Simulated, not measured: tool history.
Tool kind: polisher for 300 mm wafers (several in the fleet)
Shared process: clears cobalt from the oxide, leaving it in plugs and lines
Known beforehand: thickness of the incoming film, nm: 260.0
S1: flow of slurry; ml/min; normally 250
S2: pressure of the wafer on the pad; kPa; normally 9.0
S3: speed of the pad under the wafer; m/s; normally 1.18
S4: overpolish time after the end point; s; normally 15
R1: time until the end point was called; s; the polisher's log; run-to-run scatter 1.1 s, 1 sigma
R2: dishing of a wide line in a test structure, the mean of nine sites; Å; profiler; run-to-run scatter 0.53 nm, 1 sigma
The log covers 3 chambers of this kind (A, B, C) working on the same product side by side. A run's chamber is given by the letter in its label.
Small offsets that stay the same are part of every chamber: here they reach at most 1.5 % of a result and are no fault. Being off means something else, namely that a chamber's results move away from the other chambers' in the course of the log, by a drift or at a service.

run	hour	S1	S2	S3	S4	R1	R2
# hour 1.1: chamber A: worn pad replaced by a new one
# hour 7.2: chamber C: worn pad replaced by a new one
1C	9.0	250	9.0	1.18	15	64.902	379.25
2B	24.6	250	9.0	1.18	15	66.314	369.36
3A	32.8	250	9.0	1.18	15	63.667	366.98
# hour 42.7: chamber B: worn pad replaced by a new one
4C	46.3	250	9.0	1.18	15	67.036	369.58
5B	60.9	250	9.0	0.88	15	86.533	305.42
# hour 68.5: chamber C: worn pad replaced by a new one
6A	69.9	250	9.0	0.88	15	89.292	307.84
7C	82.1	250	9.0	0.88	15	92.135	302.83
8A	97.3	250	9.0	1.18	15	65.095	370.95
# hour 108.1: chamber B: worn pad replaced by a new one
9B	111.5	250	6.2	1.18	9	96.919	199.71
10A	122.2	250	6.2	1.18	9	94.499	205.62
# hour 127.8: chamber A: worn pad replaced by a new one
11B	133.8	250	6.2	1.18	9	95.665	191.97
# hour 136.1: chamber C: worn pad replaced by a new one
12C	142.7	250	9.0	1.18	15	68.550	363.55
13B	154.4	250	9.0	1.18	15	64.739	362.50
14A	169.8	250	9.0	1.18	23	62.844	459.90
# hour 174.6: chamber B: worn pad replaced by a new one
15C	178.3	250	9.0	1.18	23	66.235	453.86
16A	186.3	250	9.0	1.18	23	63.335	449.49
# hour 189.7: chamber B: head pressure recalibrated
# hour 197.8: chamber C: head pressure recalibrated
# hour 200.4: chamber C: worn pad replaced by a new one
17C	201.8	250	9.0	1.18	15	65.004	356.35
18B	217.5	250	9.0	0.84	15	93.716	302.22
19C	229.9	250	9.0	0.84	15	95.617	300.37
# hour 241.7: chamber B: worn pad replaced by a new one
20A	245.6	250	9.0	0.84	15	92.043	295.16
# hour 253.3: chamber A: worn pad replaced by a new one
21B	256.9	250	9.0	1.18	15	66.996	372.94
# hour 268.1: chamber C: worn pad replaced by a new one
22B	268.5	250	6.9	1.18	15	85.386	300.20
23C	283.4	250	6.9	1.18	15	83.470	314.17
24A	291.0	250	6.9	1.18	15	85.938	322.91
25C	298.6	250	9.0	1.18	15	66.063	365.58
# hour 305.5: chamber B: worn pad replaced by a new one
26B	308.7	250	9.0	1.18	15	65.188	374.68
27A	320.1	250	9.0	1.18	15	64.672	363.07

Next, every chamber runs the same settings. What will each give?
28A	331.8	250	9.0	1.18	15	?	?
28B	331.8	250	9.0	1.18	15	?	?
28C	331.8	250	9.0	1.18	15	?	?

run	R1	R2
28A	65.213	381.25
28B	64.851	354.15
28C	66.413	363.42

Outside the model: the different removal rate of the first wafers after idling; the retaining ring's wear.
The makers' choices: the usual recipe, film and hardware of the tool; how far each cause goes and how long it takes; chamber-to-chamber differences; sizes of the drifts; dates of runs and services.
